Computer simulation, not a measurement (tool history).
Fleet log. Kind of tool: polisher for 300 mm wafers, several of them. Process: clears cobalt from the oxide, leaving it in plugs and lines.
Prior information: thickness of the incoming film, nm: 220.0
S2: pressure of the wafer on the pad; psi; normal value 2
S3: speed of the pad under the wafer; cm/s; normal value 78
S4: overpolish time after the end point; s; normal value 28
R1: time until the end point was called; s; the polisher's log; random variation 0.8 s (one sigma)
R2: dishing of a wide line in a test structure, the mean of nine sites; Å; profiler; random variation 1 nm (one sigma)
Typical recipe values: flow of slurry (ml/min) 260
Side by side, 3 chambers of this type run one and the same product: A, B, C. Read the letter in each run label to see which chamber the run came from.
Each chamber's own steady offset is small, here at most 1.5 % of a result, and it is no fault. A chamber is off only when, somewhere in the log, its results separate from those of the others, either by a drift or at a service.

run 1C hour=3.8 | flow_of_slurry_(ml/min)=260 S2=2 S3=78 S4=28 | R1=62.635 R2=448.23
run 2A hour=6.6 | flow_of_slurry_(ml/min)=260 S2=2 S3=78 S4=28 | R1=62.59 R2=449.56
run 3B hour=10.4 | flow_of_slurry_(ml/min)=260 S2=2 S3=78 S4=28 | R1=63.983 R2=429.8
run 4B hour=14.5 | flow_of_slurry_(ml/min)=260 S2=2 S3=78 S4=28 | R1=63.719 R2=457.67
-- hour=16.3 chamber C: worn pad replaced by a new one
run 5C hour=19.9 | flow_of_slurry_(ml/min)=260 S2=2 S3=78 S4=28 | R1=62.007 R2=457.97
-- hour=22.9 chamber A: worn pad replaced by a new one
run 6A hour=24.6 | flow_of_slurry_(ml/min)=260 S2=2 S3=78 S4=28 | R1=62.895 R2=437.92
run 7C hour=27.6 | flow_of_slurry_(ml/min)=260 S2=2 S3=78 S4=28 | R1=60.621 R2=454.99
run 8A hour=31.5 | flow_of_slurry_(ml/min)=260 S2=2 S3=78 S4=28 | R1=61.745 R2=447.87
run 9B hour=36.1 | flow_of_slurry_(ml/min)=260 S2=2 S3=78 S4=28 | R1=63.254 R2=451.77
run 10B hour=40.1 | flow_of_slurry_(ml/min)=260 S2=2 S3=78 S4=28 | R1=63.356 R2=454.78
run 11A hour=44.6 | flow_of_slurry_(ml/min)=260 S2=2 S3=78 S4=28 | R1=61.93 R2=446.96
run 12C hour=48.9 | flow_of_slurry_(ml/min)=260 S2=2 S3=78 S4=28 | R1=61.377 R2=433.5
run 13A hour=52.1 | flow_of_slurry_(ml/min)=260 S2=2 S3=78 S4=28 | R1=62.569 R2=437.69
run 14C hour=56.1 | flow_of_slurry_(ml/min)=260 S2=2 S3=78 S4=28 | R1=62.367 R2=459.93
-- hour=59 chamber C: head pressure recalibrated
run 15B hour=60.3 | flow_of_slurry_(ml/min)=260 S2=2 S3=78 S4=28 | R1=62.812 R2=455.22
-- hour=64 chamber A: head pressure recalibrated
run 16B hour=65.8 | flow_of_slurry_(ml/min)=260 S2=2 S3=78 S4=28 | R1=62.569 R2=459.34
run 17C hour=69.3 | flow_of_slurry_(ml/min)=260 S2=2 S3=64 S4=22 | R1=73.157 R2=366.87
run 18A hour=74.1 | flow_of_slurry_(ml/min)=260 S2=2 S3=64 S4=22 | R1=68.232 R2=405.34
run 19C hour=77.9 | flow_of_slurry_(ml/min)=260 S2=2 S3=64 S4=22 | R1=74.915 R2=381.46
run 20A hour=81.7 | flow_of_slurry_(ml/min)=260 S2=2 S3=78 S4=28 | R1=55.193 R2=462.69
run 21B hour=87.1 | flow_of_slurry_(ml/min)=260 S2=2 S3=78 S4=28 | R1=62.501 R2=434.97
run 22B hour=90.4 | flow_of_slurry_(ml/min)=260 S2=2 S3=78 S4=28 | R1=63.199 R2=457.73
run 23A hour=94.9 | flow_of_slurry_(ml/min)=260 S2=2 S3=78 S4=28 | R1=57.218 R2=452.67
run 24C hour=99.7 | flow_of_slurry_(ml/min)=260 S2=2 S3=78 S4=28 | R1=60.943 R2=463.1
run 25A hour=102.9 | flow_of_slurry_(ml/min)=260 S2=2 S3=78 S4=28 | R1=56.308 R2=467.47
-- hour=107.9 chamber C: worn pad replaced by a new one
run 26B hour=108.1 | flow_of_slurry_(ml/min)=260 S2=2 S3=78 S4=28 | R1=63.36 R2=458.8
run 27C hour=113.6 | flow_of_slurry_(ml/min)=260 S2=2 S3=78 S4=39 | R1=60.328 R2=519

Read the log: is a single chamber off, either drifting away or since a service, is the gauge that measures every chamber drifting, or is nothing wrong beyond small per-chamber offsets? Name any odd chamber and what most likely caused it.

A service left chamber A off against the others.
Cause: head's pressure above its setpoint, % = 9.66.

Below are 4 candidate recipes for chamber A's next run, each the usual settings with a change, their results shown as question marks. Which of them brings A's results back in line with what the other chambers give on the usual settings?
To be in line, a result may differ from the other chambers' mean on the usual settings by at most: R1 2.8 s; R2 35 Å
run 28A-1 hour=117.5 | flow_of_slurry_(ml/min)=260 S2=2.2 S3=86 S4=27 | R1=? R2=?
run 28A-2 hour=117.5 | flow_of_slurry_(ml/min)=260 S2=1.8 S3=72 S4=30 | R1=? R2=?
run 28A-3 hour=117.5 | flow_of_slurry_(ml/min)=260 S2=1.9 S3=74 S4=29 | R1=? R2=?
run 28A-4 hour=117.5 | flow_of_slurry_(ml/min)=260 S2=2.1 S3=82 S4=27 | R1=? R2=?

Other chambers, usual settings, mean: R1 62.302 s; R2 452.36 Å
run=28A-1 R1=46.845 R2=479.34
run=28A-2 R1=68.426 R2=443.22
run=28A-3 R1=63.057 R2=450.22
run=28A-4 R1=51.475 R2=467.96
28A-3 puts the chamber back in line with the other chambers.
